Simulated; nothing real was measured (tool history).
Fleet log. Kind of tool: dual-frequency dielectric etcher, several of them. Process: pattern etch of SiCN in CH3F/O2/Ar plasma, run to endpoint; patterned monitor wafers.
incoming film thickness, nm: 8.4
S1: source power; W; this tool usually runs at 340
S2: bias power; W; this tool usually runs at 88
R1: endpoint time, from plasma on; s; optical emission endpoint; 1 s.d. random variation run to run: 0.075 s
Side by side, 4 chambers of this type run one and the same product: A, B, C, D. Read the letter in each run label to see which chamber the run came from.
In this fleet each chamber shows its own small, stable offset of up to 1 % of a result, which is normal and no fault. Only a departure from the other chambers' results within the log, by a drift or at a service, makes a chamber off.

| run | hour | S1 | S2 | R1 |
|---|---|---|---|---|
| 1D | 7.9 | 340 | 88 | 22.179 |
| 2B | 12.7 | 340 | 88 | 21.871 |
| 3C | 17 | 340 | 88 | 21.867 |
| 4A | 23.2 | 340 | 88 | 21.873 |
| 5B | 29.2 | 340 | 88 | 21.839 |
| 6D | 37.5 | 340 | 88 | 22.021 |
| 7C | 44 | 340 | 88 | 21.954 |
| 8A | 51.3 | 340 | 88 | 21.928 |
| 9D | 58.3 | 300 | 73 | 24.6 |
| 10B | 66.1 | 300 | 73 | 24.425 |
| 11C | 75.2 | 300 | 73 | 24.673 |
| 12A | 79.6 | 300 | 73 | 24.481 |
| 13C | 84.7 | 340 | 88 | 22.041 |
| 14B | 90.3 | 390 | 104 | 19.76 |
| 15A | 97.3 | 390 | 104 | 19.54 |
| 16D | 101.6 | 390 | 104 | 19.69 |
| 17B | 106.5 | 390 | 104 | 19.585 |
|  | 116.1 | chamber B: wet clean of the chamber |
| 18A | 116.1 | 340 | 88 | 21.772 |
| 19C | 121.3 | 340 | 88 | 21.992 |
| 20D | 127.9 | 340 | 88 | 22.064 |
| 21B | 134 | 340 | 88 | 21.936 |
| 22C | 139.4 | 340 | 88 | 21.976 |
| 23D | 148.2 | 340 | 71 | 23.869 |
| 24A | 155 | 340 | 71 | 23.243 |
|  | 160.6 | chamber D: bias power generator calibrated |
| 25C | 163.2 | 340 | 71 | 23.739 |
| 26D | 170.7 | 340 | 71 | 23.868 |
| 27A | 178.3 | 340 | 88 | 21.527 |
| 28B | 185.1 | 340 | 88 | 21.922 |
| 29A | 189.5 | 340 | 88 | 21.545 |
| 30C | 198.4 | 340 | 88 | 21.978 |
| 31D | 202.9 | 340 | 88 | 22.01 |
| 32B | 211.6 | 340 | 88 | 21.922 |
| 33A | 217.4 | 340 | 88 | 21.22 |
| 34B | 222.3 | 340 | 88 | 21.948 |
| 35D | 229.1 | 340 | 88 | 22.147 |

Has any chamber moved away from the others, gradually or after a service, or does the common gauge drift, or do the chambers differ only by their own small steady offsets? State the chamber and the most likely cause if one applies.

Chamber A drifts away from the others.
Likeliest cause: etch rate over this chamber's usual, % = 3.39.

Chamber A could run next with any of the 4 candidate recipes listed below; each alters the usual settings, and their results appear as question marks. Which one brings its results back in line with what the other chambers deliver on the usual settings?
Counts as in line when no further than this from what the other chambers average on the usual settings: R1 0.26 s
| 36A-1 | 236.2 | 340 | 96 | ? |
| 36A-2 | 236.2 | 340 | 80 | ? |
| 36A-3 | 236.2 | 350 | 89 | ? |
| 36A-4 | 236.2 | 330 | 88 | ? |

On the usual settings, the other chambers give on average: R1 21.987 s
| run | R1 |
|---|---|
| 36A-1 | 20.557 |
| 36A-2 | 21.986 |
| 36A-3 | 20.92 |
| 36A-4 | 21.468 |
It is 36A-2 that realigns the chamber with its peers.
